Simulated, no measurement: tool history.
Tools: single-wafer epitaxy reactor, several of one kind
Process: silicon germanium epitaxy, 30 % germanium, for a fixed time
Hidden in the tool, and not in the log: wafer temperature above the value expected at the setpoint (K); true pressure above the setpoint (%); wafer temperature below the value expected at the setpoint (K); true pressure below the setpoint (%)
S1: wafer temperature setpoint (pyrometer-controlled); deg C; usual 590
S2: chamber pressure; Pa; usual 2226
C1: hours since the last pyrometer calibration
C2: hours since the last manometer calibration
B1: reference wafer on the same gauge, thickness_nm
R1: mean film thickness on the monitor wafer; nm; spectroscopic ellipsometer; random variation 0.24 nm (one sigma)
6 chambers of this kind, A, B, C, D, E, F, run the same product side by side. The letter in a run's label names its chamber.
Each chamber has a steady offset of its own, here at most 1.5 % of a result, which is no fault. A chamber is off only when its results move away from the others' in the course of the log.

run	hour	S1	S2	C1	C2	B1	R1
1D	5.3	590	2226	768.9	1179.1	48.017	45.914
2C	12.9	590	2226	154.6	1059.3	48.057	44.757
3F	21.0	590	2226	2143.7	1821.8	48.036	45.870
4B	26.8	590	2226	1676.6	548.8	48.006	45.716
5A	32.1	590	2226	786.5	463.2	47.956	46.362
6E	36.6	590	2226	1900.8	853.9	47.992	45.665
7D	44.5	590	2226	808.1	1218.3	48.008	45.720
8F	51.7	590	2226	2174.4	1852.5	48.062	46.188
9C	56.3	590	2226	198.0	1102.7	48.012	45.349
10E	61.3	595	2560	1925.5	878.6	48.020	52.604
11B	69.1	595	2560	1718.9	591.1	48.008	52.922
# hour 75.0: chamber E: pyrometer calibrated
12A	75.7	595	2560	830.1	506.8	48.013	53.994
13A	83.2	595	2560	837.6	514.3	47.954	53.997
14F	90.9	595	2560	2213.6	1891.7	47.996	53.642
15B	98.4	595	2560	1748.2	620.4	47.990	53.355
16E	106.2	590	2666	31.2	923.5	47.999	49.371
# hour 113.8: chamber F: pyrometer calibrated
17C	114.1	590	2666	255.8	1160.5	48.012	48.404
18D	119.3	590	2666	882.9	1293.1	48.016	48.950
# hour 119.5: chamber B: pyrometer calibrated
19C	124.1	590	2666	265.8	1170.5	48.012	48.944
20D	130.0	590	2666	893.6	1303.8	47.960	48.942
21A	138.0	590	2666	892.4	569.1	48.014	49.464
22E	145.1	590	2226	70.1	962.4	47.993	45.291
23F	150.0	590	2226	36.3	1950.8	48.044	45.898
24B	157.7	590	2226	38.2	679.7	47.937	42.792
25A	162.8	590	2226	917.2	593.9	48.004	46.394
26B	166.9	590	2226	47.4	688.9	48.066	42.923
27F	172.7	590	2226	59.0	1973.5	47.953	46.272
# hour 178.2: chamber D: capacitance manometer re-zeroed and calibrated
28E	179.0	590	2226	104.0	996.3	47.991	45.599
29D	184.8	590	2226	948.4	6.7	47.964	45.192
30C	188.6	590	2226	330.3	1235.0	47.921	45.340
31C	196.7	590	2226	338.4	1243.1	47.940	44.901
32B	202.8	590	2226	83.3	724.8	47.969	43.074
33A	206.6	590	2226	961.0	637.7	47.949	46.133
34F	210.3	590	2226	96.6	2011.1	48.024	45.642
35D	218.5	590	2226	982.1	40.4	48.029	45.300
36E	226.1	590	2226	151.1	1043.4	47.982	45.501
37E	232.5	584	2400	157.5	1049.8	48.024	42.034
38B	238.2	584	2400	118.7	760.2	48.010	39.627
39A	245.8	584	2400	1000.2	676.9	48.002	42.530
40F	250.5	584	2400	136.8	2051.3	47.925	42.665
41C	254.1	584	2400	395.8	1300.5	47.981	41.620
42D	260.9	584	2400	1024.5	82.8	47.991	42.065
43B	267.7	590	2226	148.2	789.7	47.939	43.334
44C	272.8	590	2226	414.5	1319.2	47.981	44.991

All 6 chambers run these settings next. Forecast each chamber's results:
45A	278.9	590	2013				?
45B	278.9	590	2013				?
45C	278.9	590	2013				?
45D	278.9	590	2013				?
45E	278.9	590	2013				?
45F	278.9	590	2013				?

run	R1
45A	45.059
45B	41.476
45C	42.535
45D	43.576
45E	43.855
45F	44.714

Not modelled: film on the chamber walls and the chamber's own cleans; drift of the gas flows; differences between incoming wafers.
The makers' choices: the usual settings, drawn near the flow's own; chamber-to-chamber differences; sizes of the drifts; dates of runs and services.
